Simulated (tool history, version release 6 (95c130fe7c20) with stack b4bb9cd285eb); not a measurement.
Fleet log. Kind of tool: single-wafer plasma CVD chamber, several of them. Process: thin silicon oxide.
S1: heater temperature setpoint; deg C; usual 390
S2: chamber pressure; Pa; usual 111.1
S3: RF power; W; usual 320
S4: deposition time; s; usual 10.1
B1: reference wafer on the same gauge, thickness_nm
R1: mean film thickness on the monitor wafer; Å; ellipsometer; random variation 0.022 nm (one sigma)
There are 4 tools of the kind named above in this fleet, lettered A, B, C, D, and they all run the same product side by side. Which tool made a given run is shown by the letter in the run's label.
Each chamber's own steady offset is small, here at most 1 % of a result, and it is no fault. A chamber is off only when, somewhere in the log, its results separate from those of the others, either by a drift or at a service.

{"run": "1D", "hour": 4.4, "S1": 390, "S2": 111.1, "S3": 320, "S4": 10.1, "B1": 22.896, "R1": 199.53}
{"run": "2B", "hour": 13.0, "S1": 390, "S2": 111.1, "S3": 320, "S4": 10.1, "B1": 22.888, "R1": 197.59}
{"hour": 13.5, "done": "chamber B: thermocouple changed; heater temperature recalibrated"}
{"run": "3C", "hour": 21.5, "S1": 390, "S2": 111.1, "S3": 320, "S4": 10.1, "B1": 22.894, "R1": 198.61}
{"run": "4A", "hour": 30.4, "S1": 390, "S2": 111.1, "S3": 320, "S4": 10.1, "B1": 22.888, "R1": 200.49}
{"run": "5C", "hour": 36.8, "S1": 390, "S2": 111.1, "S3": 320, "S4": 10.1, "B1": 22.879, "R1": 197.65}
{"run": "6B", "hour": 44.1, "S1": 390, "S2": 111.1, "S3": 320, "S4": 10.1, "B1": 22.878, "R1": 197.69}
{"run": "7D", "hour": 49.3, "S1": 390, "S2": 111.1, "S3": 320, "S4": 10.1, "B1": 22.88, "R1": 199.73}
{"run": "8A", "hour": 54.4, "S1": 390, "S2": 111.1, "S3": 320, "S4": 10.1, "B1": 22.875, "R1": 200.06}
{"run": "9C", "hour": 61.0, "S1": 390, "S2": 111.1, "S3": 320, "S4": 10.1, "B1": 22.873, "R1": 197.72}
{"run": "10B", "hour": 69.7, "S1": 390, "S2": 111.1, "S3": 320, "S4": 10.1, "B1": 22.866, "R1": 197.65}
{"hour": 74.2, "done": "chamber B: RF generator calibrated"}
{"run": "11D", "hour": 78.0, "S1": 390, "S2": 111.1, "S3": 320, "S4": 10.1, "B1": 22.87, "R1": 199.5}
{"run": "12A", "hour": 85.5, "S1": 390, "S2": 111.1, "S3": 320, "S4": 10.1, "B1": 22.857, "R1": 199.64}
{"run": "13C", "hour": 94.2, "S1": 390, "S2": 111.1, "S3": 375, "S4": 10.1, "B1": 22.85, "R1": 209.69}
{"run": "14A", "hour": 103.4, "S1": 390, "S2": 111.1, "S3": 375, "S4": 10.1, "B1": 22.857, "R1": 212.28}
{"run": "15B", "hour": 111.2, "S1": 390, "S2": 111.1, "S3": 375, "S4": 10.1, "B1": 22.849, "R1": 210.08}
{"run": "16D", "hour": 118.7, "S1": 390, "S2": 111.1, "S3": 375, "S4": 10.1, "B1": 22.845, "R1": 211.77}
{"run": "17B", "hour": 125.8, "S1": 390, "S2": 111.1, "S3": 320, "S4": 10.1, "B1": 22.844, "R1": 197.39}
{"run": "18C", "hour": 132.3, "S1": 390, "S2": 111.1, "S3": 320, "S4": 10.1, "B1": 22.836, "R1": 197.24}
{"run": "19A", "hour": 140.5, "S1": 390, "S2": 111.1, "S3": 320, "S4": 10.1, "B1": 22.838, "R1": 199.89}
{"run": "20D", "hour": 145.2, "S1": 390, "S2": 111.1, "S3": 320, "S4": 10.1, "B1": 22.832, "R1": 198.99}
{"run": "21D", "hour": 149.7, "S1": 390, "S2": 99.6, "S3": 320, "S4": 10.1, "B1": 22.832, "R1": 179.49}
{"run": "22C", "hour": 159.0, "S1": 390, "S2": 99.6, "S3": 320, "S4": 10.1, "B1": 22.831, "R1": 178.42}
{"run": "23B", "hour": 163.4, "S1": 390, "S2": 99.6, "S3": 320, "S4": 10.1, "B1": 22.822, "R1": 177.98}
{"run": "24A", "hour": 172.4, "S1": 390, "S2": 99.6, "S3": 320, "S4": 10.1, "B1": 22.825, "R1": 179.86}
{"run": "25C", "hour": 176.5, "S1": 390, "S2": 111.1, "S3": 320, "S4": 10.1, "B1": 22.818, "R1": 197.4}
{"run": "26B", "hour": 183.6, "S1": 390, "S2": 111.1, "S3": 320, "S4": 10.1, "B1": 22.825, "R1": 197.22}
{"run": "27A", "hour": 190.9, "S1": 390, "S2": 111.1, "S3": 320, "S4": 10.1, "B1": 22.813, "R1": 199.11}
{"run": "28D", "hour": 197.9, "S1": 390, "S2": 111.1, "S3": 320, "S4": 10.1, "B1": 22.804, "R1": 198.45}
{"run": "29A", "hour": 206.6, "S1": 390, "S2": 111.1, "S3": 320, "S4": 10.1, "B1": 22.802, "R1": 199.28}
{"run": "30D", "hour": 212.0, "S1": 390, "S2": 111.1, "S3": 320, "S4": 10.1, "B1": 22.809, "R1": 198.63}
{"run": "31B", "hour": 220.9, "S1": 390, "S2": 111.1, "S3": 320, "S4": 10.1, "B1": 22.798, "R1": 196.96}
{"run": "32C", "hour": 226.5, "S1": 390, "S2": 111.1, "S3": 320, "S4": 10.1, "B1": 22.801, "R1": 197.32}

Each of the 4 chambers runs these same settings next. Fill in every chamber's results:
{"run": "33A", "hour": 233.1, "S1": 390, "S2": 122.4, "S3": 320, "S4": 10.1, "R1": "?"}
{"run": "33B", "hour": 233.1, "S1": 390, "S2": 122.4, "S3": 320, "S4": 10.1, "R1": "?"}
{"run": "33C", "hour": 233.1, "S1": 390, "S2": 122.4, "S3": 320, "S4": 10.1, "R1": "?"}
{"run": "33D", "hour": 233.1, "S1": 390, "S2": 122.4, "S3": 320, "S4": 10.1, "R1": "?"}

run=33A R1=216.22
run=33B R1=213.67
run=33C R1=214.02
run=33D R1=215.46
